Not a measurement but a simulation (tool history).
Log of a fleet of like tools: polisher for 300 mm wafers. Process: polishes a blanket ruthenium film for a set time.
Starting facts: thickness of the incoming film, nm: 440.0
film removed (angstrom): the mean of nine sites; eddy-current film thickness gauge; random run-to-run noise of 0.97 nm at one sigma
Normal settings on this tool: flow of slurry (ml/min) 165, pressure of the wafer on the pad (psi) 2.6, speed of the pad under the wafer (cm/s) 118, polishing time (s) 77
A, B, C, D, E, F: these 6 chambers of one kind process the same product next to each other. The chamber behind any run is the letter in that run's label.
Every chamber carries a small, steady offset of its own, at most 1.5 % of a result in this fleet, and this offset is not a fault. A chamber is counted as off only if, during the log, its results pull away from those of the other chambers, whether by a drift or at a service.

run,hour,flow of slurry (ml/min),pressure of the wafer on the pad (psi),speed of the pad under the wafer (cm/s),polishing time (s),film removed (angstrom)
1B,3.7,165,2.6,118,77,1425.6
2F,8.7,165,2.6,118,77,1452.6
3A,15.4,165,2.6,118,77,1444.4
4C,19.4,165,2.6,118,77,1444.9
# hour 23: chamber A: worn pad replaced by a new one
5D,25.8,165,2.6,118,77,1445.3
# hour 29: chamber B: worn pad replaced by a new one
6E,34.3,165,2.6,118,77,1452.5
7D,40,165,2.6,118,99,1862.7
8F,44.2,165,2.6,118,99,1859.5
9B,49.4,165,2.6,118,99,1852.4
# hour 53.6: chamber C: worn pad replaced by a new one
10A,53.9,165,2.6,118,99,1829.1
11E,57.8,165,2.6,118,99,1849.2
# hour 60.2: chamber E: worn pad replaced by a new one
12C,64.8,165,2.6,118,99,1858.4
# hour 66.8: chamber F: worn pad replaced by a new one
13A,71.6,165,2.6,118,77,1447.6
14C,75.6,165,2.6,118,77,1444
15B,82.3,165,2.6,148,77,1820.1
# hour 85.4: chamber B: slurry nozzle cleaned
16D,87.2,165,2.6,148,77,1804.6
17F,94.8,165,2.6,148,77,1847.6
18E,99.4,165,2.6,148,77,1816.1
# hour 101.2: chamber D: worn pad replaced by a new one
# hour 105.7: chamber A: worn pad replaced by a new one
19D,107.6,165,2.6,148,77,1817.7
20C,113.4,165,2.6,148,77,1808.1
21F,117.9,220,2.6,118,52,1027.8
22A,123.4,220,2.6,118,52,1006.8
23E,128.6,220,2.6,118,52,1017.7
# hour 129.1: chamber B: worn pad replaced by a new one
24B,136.7,220,2.6,118,52,1020.7
# hour 140.8: chamber C: worn pad replaced by a new one
25B,140.8,220,2.6,118,52,1024
26C,145.2,220,2.6,118,52,1001.9
27A,150.3,165,2.6,118,60,1105.4
28F,155.9,165,2.6,118,60,1121
29D,161,165,2.6,118,60,1124.7
30E,165.3,165,2.6,118,60,1122.3
31C,171.1,165,2.6,118,60,1136.3
32B,175.8,165,2.6,118,60,1124.2
33A,179.5,165,2.6,118,77,1431.3
34E,187.4,110,2.6,92,77,1032.4
35D,192.7,110,2.6,92,77,1047.9
# hour 200: chamber F: worn pad replaced by a new one
36F,200.4,110,2.6,92,77,1069.9
37B,208.1,110,2.6,92,77,1039.2
38F,212.3,110,2.6,92,77,1054.7

For the next run the whole fleet of 6 chambers uses the same settings. Give each chamber's results:
39A,218.4,165,3.3,118,77,?
39B,218.4,165,3.3,118,77,?
39C,218.4,165,3.3,118,77,?
39D,218.4,165,3.3,118,77,?
39E,218.4,165,3.3,118,77,?
39F,218.4,165,3.3,118,77,?

run,film removed (angstrom)
39A,1809.9
39B,1828.7
39C,1825.8
39D,1843.3
39E,1816.3
39F,1839.1
